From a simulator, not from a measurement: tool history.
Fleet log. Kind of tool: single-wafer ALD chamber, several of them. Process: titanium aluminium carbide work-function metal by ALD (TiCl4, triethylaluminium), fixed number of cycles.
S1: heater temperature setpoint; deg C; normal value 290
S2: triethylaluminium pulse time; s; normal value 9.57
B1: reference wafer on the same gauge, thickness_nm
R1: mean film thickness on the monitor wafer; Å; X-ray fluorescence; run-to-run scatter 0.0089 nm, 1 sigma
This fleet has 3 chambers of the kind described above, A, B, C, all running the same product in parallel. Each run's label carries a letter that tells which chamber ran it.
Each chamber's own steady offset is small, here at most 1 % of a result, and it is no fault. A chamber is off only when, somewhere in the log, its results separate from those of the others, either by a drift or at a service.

Run 1B, hour 4.9: usual settings; B1 1.7706. Result: R1 19.050 Å.
Run 2A, hour 12.0: usual settings; B1 1.7712. Result: R1 18.974 Å.
Run 3C, hour 19.3: usual settings; B1 1.7698. Result: R1 19.170 Å.
Run 4C, hour 24.3: usual settings; B1 1.7703. Result: R1 19.272 Å.
Run 5A, hour 31.0: usual settings; B1 1.7697. Result: R1 18.970 Å.
Run 6B, hour 38.4: usual settings; B1 1.7722. Result: R1 19.054 Å.
Run 7C, hour 43.3: usual settings; B1 1.7701. Result: R1 19.145 Å.
Run 8A, hour 46.8: usual settings; B1 1.7718. Result: R1 19.052 Å.
Run 9B, hour 54.4: usual settings; B1 1.7697. Result: R1 19.086 Å.
Run 10B, hour 60.0: usual settings; B1 1.7717. Result: R1 19.036 Å.
Run 11A, hour 66.8: usual settings but S2 7.82 s; B1 1.7698. Result: R1 18.421 Å.
Run 12C, hour 70.4: usual settings but S2 7.82 s; B1 1.7704. Result: R1 18.408 Å.
Run 13A, hour 75.3: usual settings but S2 7.82 s; B1 1.7709. Result: R1 18.517 Å.
Run 14B, hour 83.1: usual settings; B1 1.7693. Result: R1 19.056 Å.
Run 15C, hour 90.5: usual settings; B1 1.7709. Result: R1 19.148 Å.
Run 16C, hour 94.4: usual settings; B1 1.7668. Result: R1 19.088 Å.
Run 17A, hour 101.7: usual settings; B1 1.7708. Result: R1 19.097 Å.
Run 18B, hour 105.2: usual settings; B1 1.7703. Result: R1 19.082 Å.
Run 19A, hour 112.3: usual settings; B1 1.7691. Result: R1 19.092 Å.
Run 20B, hour 117.0: usual settings; B1 1.7689. Result: R1 19.265 Å.
Run 21C, hour 120.9: usual settings but S1 285 deg C; B1 1.7677. Result: R1 18.576 Å.
Run 22A, hour 125.3: usual settings but S1 285 deg C; B1 1.7707. Result: R1 18.678 Å.
Run 23C, hour 132.2: usual settings but S1 285 deg C; B1 1.7696. Result: R1 18.692 Å.
Run 24B, hour 137.7: usual settings; B1 1.7712. Result: R1 19.115 Å.
Run 25B, hour 142.2: usual settings; B1 1.7716. Result: R1 18.993 Å.
Run 26C, hour 148.9: usual settings but S1 279 deg C, S2 7.37 s; B1 1.7691. Result: R1 17.413 Å.
Run 27A, hour 155.6: usual settings but S1 279 deg C, S2 7.37 s; B1 1.7727. Result: R1 17.240 Å.

All chambers now run identical settings, listed one chamber a line with results as question marks. What results will each chamber show?
Run 28A, hour 161.2: usual settings. Result: R1 ?.
Run 28B, hour 161.2: usual settings. Result: R1 ?.
Run 28C, hour 161.2: usual settings. Result: R1 ?.

run      R1
28A  19.006
28B  19.107
28C  19.195
